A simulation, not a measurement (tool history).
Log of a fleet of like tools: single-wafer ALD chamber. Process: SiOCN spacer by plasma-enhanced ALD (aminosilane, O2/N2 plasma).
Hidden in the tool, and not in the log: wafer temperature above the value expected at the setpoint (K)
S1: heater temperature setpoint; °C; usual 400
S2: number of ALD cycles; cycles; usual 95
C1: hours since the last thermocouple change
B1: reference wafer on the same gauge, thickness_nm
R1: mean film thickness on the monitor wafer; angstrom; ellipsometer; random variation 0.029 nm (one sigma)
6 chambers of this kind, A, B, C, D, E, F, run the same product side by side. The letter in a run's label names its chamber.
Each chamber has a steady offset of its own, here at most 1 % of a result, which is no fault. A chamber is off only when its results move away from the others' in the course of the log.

run 1E hour=6.5 | S1=400 S2=95 | C1=713.4 | B1=5.2985 | R1=57.415
run 2D hour=12.3 | S1=400 S2=95 | C1=2214.9 | B1=5.2948 | R1=57.259
run 3F hour=17.9 | S1=400 S2=95 | C1=702.2 | B1=5.3003 | R1=57.455
run 4B hour=23.4 | S1=400 S2=95 | C1=176.3 | B1=5.2954 | R1=57.072
run 5A hour=27.1 | S1=400 S2=95 | C1=254.0 | B1=5.3000 | R1=56.672
run 6C hour=30.5 | S1=400 S2=95 | C1=1547.5 | B1=5.2952 | R1=57.329
run 7C hour=33.6 | S1=400 S2=95 | C1=1550.6 | B1=5.3002 | R1=56.921
run 8D hour=39.7 | S1=400 S2=95 | C1=2242.3 | B1=5.2981 | R1=57.638
run 9E hour=43.5 | S1=400 S2=95 | C1=750.4 | B1=5.2894 | R1=57.706
run 10F hour=50.3 | S1=400 S2=95 | C1=734.6 | B1=5.2959 | R1=57.489
run 11B hour=57.1 | S1=400 S2=95 | C1=210.0 | B1=5.2971 | R1=57.115
run 12A hour=60.3 | S1=400 S2=95 | C1=287.2 | B1=5.3002 | R1=57.387
run 13B hour=63.6 | S1=400 S2=95 | C1=216.5 | B1=5.2995 | R1=56.468
run 14E hour=66.8 | S1=400 S2=95 | C1=773.7 | B1=5.2950 | R1=57.776
run 15F hour=71.1 | S1=400 S2=95 | C1=755.4 | B1=5.3003 | R1=57.720
run 16C hour=75.2 | S1=400 S2=95 | C1=1592.2 | B1=5.3017 | R1=57.072
run 17D hour=80.1 | S1=400 S2=95 | C1=2282.7 | B1=5.3000 | R1=57.984
run 18A hour=84.8 | S1=400 S2=95 | C1=311.7 | B1=5.3078 | R1=57.466
run 19D hour=91.8 | S1=400 S2=95 | C1=2294.4 | B1=5.3070 | R1=57.558
run 20F hour=97.0 | S1=400 S2=95 | C1=781.3 | B1=5.2992 | R1=58.085
run 21E hour=101.3 | S1=393 S2=88 | C1=808.2 | B1=5.3053 | R1=53.563
run 22A hour=107.1 | S1=393 S2=88 | C1=334.0 | B1=5.2981 | R1=53.461
run 23B hour=110.3 | S1=393 S2=88 | C1=263.2 | B1=5.2969 | R1=52.305
run 24C hour=114.9 | S1=393 S2=88 | C1=1631.9 | B1=5.3013 | R1=52.440
run 25A hour=120.3 | S1=393 S2=88 | C1=347.2 | B1=5.3030 | R1=53.122
-- hour=125.5 chamber D: thermocouple changed; heater temperature recalibrated
run 26C hour=125.7 | S1=393 S2=88 | C1=1642.7 | B1=5.2950 | R1=52.444
run 27F hour=131.4 | S1=400 S2=95 | C1=815.7 | B1=5.3017 | R1=57.351
run 28E hour=137.9 | S1=400 S2=95 | C1=844.8 | B1=5.2971 | R1=57.418
run 29B hour=144.4 | S1=400 S2=95 | C1=297.3 | B1=5.3009 | R1=56.740
run 30D hour=148.1 | S1=400 S2=95 | C1=22.7 | B1=5.3029 | R1=57.901
run 31B hour=151.8 | S1=386 S2=101 | C1=304.7 | B1=5.3028 | R1=60.509
run 32E hour=157.2 | S1=386 S2=101 | C1=864.1 | B1=5.2974 | R1=61.907
run 33F hour=162.3 | S1=386 S2=101 | C1=846.6 | B1=5.3016 | R1=60.832
run 34D hour=165.8 | S1=386 S2=101 | C1=40.4 | B1=5.2972 | R1=60.691
run 35C hour=169.1 | S1=386 S2=101 | C1=1686.1 | B1=5.3018 | R1=60.489
run 36A hour=172.7 | S1=386 S2=101 | C1=399.6 | B1=5.2986 | R1=60.761
run 37A hour=176.3 | S1=400 S2=95 | C1=403.2 | B1=5.2991 | R1=58.137
run 38B hour=180.4 | S1=400 S2=95 | C1=333.3 | B1=5.3004 | R1=56.955
run 39D hour=184.4 | S1=400 S2=95 | C1=59.0 | B1=5.2976 | R1=57.698
run 40C hour=189.3 | S1=400 S2=95 | C1=1706.3 | B1=5.3017 | R1=57.360
run 41F hour=195.3 | S1=400 S2=95 | C1=879.6 | B1=5.3006 | R1=57.471

Next, every chamber runs the same settings. What will each give?
run 42A hour=200.3 | S1=387 S2=95 | R1=?
run 42B hour=200.3 | S1=387 S2=95 | R1=?
run 42C hour=200.3 | S1=387 S2=95 | R1=?
run 42D hour=200.3 | S1=387 S2=95 | R1=?
run 42E hour=200.3 | S1=387 S2=95 | R1=?
run 42F hour=200.3 | S1=387 S2=95 | R1=?

run=42A R1=57.163
run=42B R1=57.070
run=42C R1=56.398
run=42D R1=58.241
run=42E R1=58.348
run=42F R1=57.378
